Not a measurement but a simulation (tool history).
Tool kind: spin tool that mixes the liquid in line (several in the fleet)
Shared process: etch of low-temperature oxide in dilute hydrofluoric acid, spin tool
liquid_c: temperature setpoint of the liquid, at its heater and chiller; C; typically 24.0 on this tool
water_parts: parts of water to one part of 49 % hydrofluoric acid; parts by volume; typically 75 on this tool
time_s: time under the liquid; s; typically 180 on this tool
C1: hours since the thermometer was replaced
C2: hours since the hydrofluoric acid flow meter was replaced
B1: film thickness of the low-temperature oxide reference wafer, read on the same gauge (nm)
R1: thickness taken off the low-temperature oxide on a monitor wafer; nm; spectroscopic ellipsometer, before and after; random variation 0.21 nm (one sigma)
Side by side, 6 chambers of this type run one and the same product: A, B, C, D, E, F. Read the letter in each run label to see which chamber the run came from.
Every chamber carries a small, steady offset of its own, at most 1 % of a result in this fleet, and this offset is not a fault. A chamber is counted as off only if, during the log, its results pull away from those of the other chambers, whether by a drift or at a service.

Run 1A, hour 5.2: usual settings; C1 1239.9; C2 812.6; B1 119.99. Result: R1 34.878 nm.
At hour 6.6: chamber A: hydrofluoric acid flow meter replaced.
Run 2D, hour 9.3: usual settings; C1 1935.2; C2 1231.3; B1 119.99. Result: R1 34.822 nm.
Run 3B, hour 12.7: usual settings; C1 808.3; C2 2366.8; B1 119.97. Result: R1 34.972 nm.
At hour 15.0: chamber D: hydrofluoric acid flow meter replaced.
Run 4F, hour 15.1: usual settings; C1 623.9; C2 992.7; B1 120.00. Result: R1 35.361 nm.
Run 5E, hour 18.9: usual settings; C1 119.7; C2 1523.6; B1 120.00. Result: R1 35.356 nm.
Run 6C, hour 21.7: usual settings; C1 2141.5; C2 184.4; B1 119.98. Result: R1 34.502 nm.
Run 7D, hour 26.0: usual settings; C1 1951.9; C2 11.0; B1 120.00. Result: R1 34.927 nm.
Run 8C, hour 31.4: usual settings; C1 2151.2; C2 194.1; B1 119.99. Result: R1 34.625 nm.
Run 9B, hour 35.5: usual settings; C1 831.1; C2 2389.6; B1 120.01. Result: R1 34.620 nm.
Run 10A, hour 38.6: usual settings; C1 1273.3; C2 32.1; B1 119.99. Result: R1 35.202 nm.
Run 11E, hour 41.2: usual settings but liquid_c 19.5 C, time_s 80 s; C1 142.0; C2 1545.9; B1 120.04. Result: R1 13.076 nm.
Run 12F, hour 46.1: usual settings but liquid_c 19.5 C, time_s 80 s; C1 654.9; C2 1023.7; B1 120.00. Result: R1 12.913 nm.
Run 13D, hour 49.8: usual settings but liquid_c 19.5 C, time_s 80 s; C1 1975.7; C2 34.8; B1 120.00. Result: R1 12.616 nm.
Run 14A, hour 52.5: usual settings but liquid_c 19.5 C, time_s 80 s; C1 1287.2; C2 46.0; B1 120.00. Result: R1 12.988 nm.
Run 15C, hour 55.9: usual settings but liquid_c 19.5 C, time_s 80 s; C1 2175.7; C2 218.6; B1 120.02. Result: R1 12.735 nm.
Run 16B, hour 59.1: usual settings but liquid_c 19.5 C, time_s 80 s; C1 854.7; C2 2413.2; B1 119.99. Result: R1 12.693 nm.
Run 17F, hour 62.2: usual settings; C1 671.0; C2 1039.8; B1 120.02. Result: R1 34.952 nm.
Run 18E, hour 67.4: usual settings; C1 168.2; C2 1572.1; B1 120.02. Result: R1 34.812 nm.
At hour 70.8: chamber D: thermometer replaced.
Run 19A, hour 71.6: usual settings; C1 1306.3; C2 65.1; B1 119.97. Result: R1 34.789 nm.
Run 20B, hour 76.7: usual settings but time_s 85 s; C1 872.3; C2 2430.8; B1 120.00. Result: R1 16.260 nm.
Run 21F, hour 81.3: usual settings but time_s 85 s; C1 690.1; C2 1058.9; B1 120.02. Result: R1 16.657 nm.
Run 22C, hour 86.2: usual settings but time_s 85 s; C1 2206.0; C2 248.9; B1 120.03. Result: R1 16.056 nm.
At hour 88.1: chamber C: thermometer replaced.
Run 23D, hour 90.7: usual settings but time_s 85 s; C1 19.9; C2 75.7; B1 119.99. Result: R1 16.586 nm.
Run 24E, hour 94.4: usual settings but time_s 85 s; C1 195.2; C2 1599.1; B1 119.99. Result: R1 16.733 nm.
Run 25C, hour 97.2: usual settings but time_s 85 s; C1 9.1; C2 259.9; B1 120.00. Result: R1 16.085 nm.
Run 26E, hour 101.8: usual settings; C1 202.6; C2 1606.5; B1 120.02. Result: R1 35.522 nm.
Run 27D, hour 104.9: usual settings; C1 34.1; C2 89.9; B1 120.01. Result: R1 34.994 nm.
Run 28B, hour 109.1: usual settings; C1 904.7; C2 2463.2; B1 120.00. Result: R1 34.948 nm.
Run 29F, hour 112.1: usual settings; C1 720.9; C2 1089.7; B1 119.99. Result: R1 35.063 nm.
Run 30A, hour 117.2: usual settings; C1 1351.9; C2 110.7; B1 119.99. Result: R1 35.227 nm.
Run 31A, hour 122.5: usual settings; C1 1357.2; C2 116.0; B1 120.00. Result: R1 34.709 nm.
Run 32E, hour 127.2: usual settings; C1 228.0; C2 1631.9; B1 120.01. Result: R1 35.349 nm.
Run 33F, hour 131.0: usual settings; C1 739.8; C2 1108.6; B1 119.98. Result: R1 34.822 nm.
Run 34C, hour 136.1: usual settings; C1 48.0; C2 298.8; B1 120.00. Result: R1 33.257 nm.
Run 35B, hour 141.2: usual settings but water_parts 115 parts by volume; C1 936.8; C2 2495.3; B1 120.04. Result: R1 21.319 nm.
Run 36D, hour 145.3: usual settings but water_parts 115 parts by volume; C1 74.5; C2 130.3; B1 120.00. Result: R1 21.622 nm.
Run 37C, hour 149.4: usual settings but water_parts 115 parts by volume; C1 61.3; C2 312.1; B1 119.98. Result: R1 20.171 nm.
Run 38E, hour 153.5: usual settings but water_parts 115 parts by volume; C1 254.3; C2 1658.2; B1 120.00. Result: R1 21.671 nm.
At hour 155.8: chamber B: hydrofluoric acid flow meter replaced.
Run 39B, hour 157.4: usual settings but water_parts 115 parts by volume; C1 953.0; C2 1.7; B1 120.00. Result: R1 21.375 nm.
Run 40A, hour 160.7: usual settings but water_parts 115 parts by volume; C1 1395.4; C2 154.2; B1 120.01. Result: R1 22.071 nm.
Run 41F, hour 164.3: usual settings; C1 773.1; C2 1141.9; B1 119.99. Result: R1 35.121 nm.
Run 42D, hour 168.3: usual settings but liquid_c 26.0 C, water_parts 90 parts by volume; C1 97.5; C2 153.3; B1 120.00. Result: R1 30.791 nm.
Run 43D, hour 172.6: usual settings but liquid_c 26.0 C, water_parts 90 parts by volume; C1 101.8; C2 157.6; B1 120.05. Result: R1 30.979 nm.

What goes on in this fleet: one chamber off, a drifting gauge, or nothing beyond the chambers' own small offsets? Name the chamber and the cause, if any.

Little by little, chamber C moves away from the other chambers.
Likeliest cause: hydrofluoric acid flow below the setpoint (%) = 7.22.

Chamber C could run next with any of the 4 candidate recipes listed below; each alters the usual settings, and their results appear as question marks. Which one brings its results back in line with what the other chambers deliver on the usual settings?
Maximum distance from the other chambers' mean on the usual settings for a result to count as in line: R1 0.730 nm
Run 44C-1, hour 176.5: usual settings but liquid_c 24.5 C, water_parts 70 parts by volume. Result: R1 ?.
Run 44C-2, hour 176.5: usual settings but water_parts 70 parts by volume, time_s 200 s. Result: R1 ?.
Run 44C-3, hour 176.5: usual settings but liquid_c 19.5 C. Result: R1 ?.
Run 44C-4, hour 176.5: usual settings but time_s 165 s. Result: R1 ?.

Average result of the remaining chambers running the usual settings: R1 34.990 nm
  run      R1
44C-1  35.046
44C-2  38.148
44C-3  26.391
44C-4  29.139
The answer is 44C-1, which returns the chamber to within the allowed miss of the others.

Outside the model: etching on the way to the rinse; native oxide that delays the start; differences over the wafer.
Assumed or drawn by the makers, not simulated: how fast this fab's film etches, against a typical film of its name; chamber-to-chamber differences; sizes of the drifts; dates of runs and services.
